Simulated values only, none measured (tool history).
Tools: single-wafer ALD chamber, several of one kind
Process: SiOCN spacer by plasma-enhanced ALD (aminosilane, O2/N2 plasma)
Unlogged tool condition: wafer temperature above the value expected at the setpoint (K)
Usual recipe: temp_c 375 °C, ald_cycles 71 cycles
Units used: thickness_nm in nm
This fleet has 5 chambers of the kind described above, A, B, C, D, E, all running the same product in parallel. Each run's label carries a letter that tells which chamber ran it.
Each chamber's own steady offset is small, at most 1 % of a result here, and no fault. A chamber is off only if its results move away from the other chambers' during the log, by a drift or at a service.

run   hour  temp_c  ald_cycles  hours since the last thermocouple change  read-back reference wafer on the same gauge, thickness_nm  thickness_nm
 1B    4.5     375          71                                    1298.2                                                     4.0707        4.3103
 2C    8.7     375          71                                     580.0                                                     4.0722        4.2937
 3E   14.2     375          71                                     415.0                                                     4.0722        4.2694
 4A   17.8     375          71                                    1604.9                                                     4.0738        4.3092
 5D   22.2     381          71                                     435.6                                                     4.0722        4.2943
 6B   25.0     381          71                                    1318.7                                                     4.0721        4.3196
 7E   29.9     381          71                                     430.7                                                     4.0749        4.2728
 8C   32.5     381          71                                     603.8                                                     4.0739        4.3042
 9D   35.6     381          71                                     449.0                                                     4.0757        4.2932
10A   40.3     375          71                                    1627.4                                                     4.0770        4.3034
11C   45.2     375          71                                     616.5                                                     4.0771        4.2980
12D   48.8     375          62                                     462.2                                                     4.0778        3.7513
13A   54.1     375          62                                    1641.2                                                     4.0781        3.7542
14E   58.5     375          62                                     459.3                                                     4.0804        3.7412
15B   62.0     375          62                                    1355.7                                                     4.0801        3.7700
16D   64.8     375          62                                     478.2                                                     4.0796        3.7473
17C   70.3     375          71                                     641.6                                                     4.0811        4.3006
18E   73.7     375          71                                     474.5                                                     4.0809        4.2713
19A   79.1     375          71                                    1666.2                                                     4.0817        4.3115
20B   83.3     375          71                                    1377.0                                                     4.0813        4.3246
21A   85.7     375          71                                    1672.8                                                     4.0827        4.3095
22C   88.8     375          71                                     660.1                                                     4.0847        4.3068
23E   92.5     364          58                                     493.3                                                     4.0841        3.4870
24B   95.2     364          58                                    1388.9                                                     4.0829        3.5331
25D  100.7     364          58                                     514.1                                                     4.0863        3.5200
26B  105.9     364          58                                    1399.6                                                     4.0865        3.5326
27E  110.2     364          58                                     511.0                                                     4.0860        3.4969
28A  115.0     375          71                                    1702.1                                                     4.0894        4.3183
29D  119.5     375          71                                     532.9                                                     4.0871        4.3124
30C  124.0     375          71                                     695.3                                                     4.0881        4.2995
31A  128.5     375          71                                    1715.6                                                     4.0912        4.3234
32B  131.4     375          71                                    1425.1                                                     4.0916        4.3273
33E  135.9     375          71                                     536.7                                                     4.0905        4.2822
34C  140.0     375          71                                     711.3                                                     4.0898        4.3156
35D  142.6     375          71                                     556.0                                                     4.0898        4.3140
36E  145.9     375          71                                     546.7                                                     4.0913        4.2850
37D  149.2     375          71                                     562.6                                                     4.0927        4.2991
38C  152.2     375          71                                     723.5                                                     4.0930        4.3212
39A  156.7     375          71                                    1743.8                                                     4.0916        4.3296
40B  161.6     375          71                                    1455.3                                                     4.0938        4.3399

All 5 chambers run these settings next. Forecast each chamber's results:
41A  165.6     375          71                                                                                                                  ?
41B  165.6     375          71                                                                                                                  ?
41C  165.6     375          71                                                                                                                  ?
41D  165.6     375          71                                                                                                                  ?
41E  165.6     375          71                                                                                                                  ?

run  thickness_nm
41A        4.3208
41B        4.3396
41C        4.3145
41D        4.3206
41E        4.2830
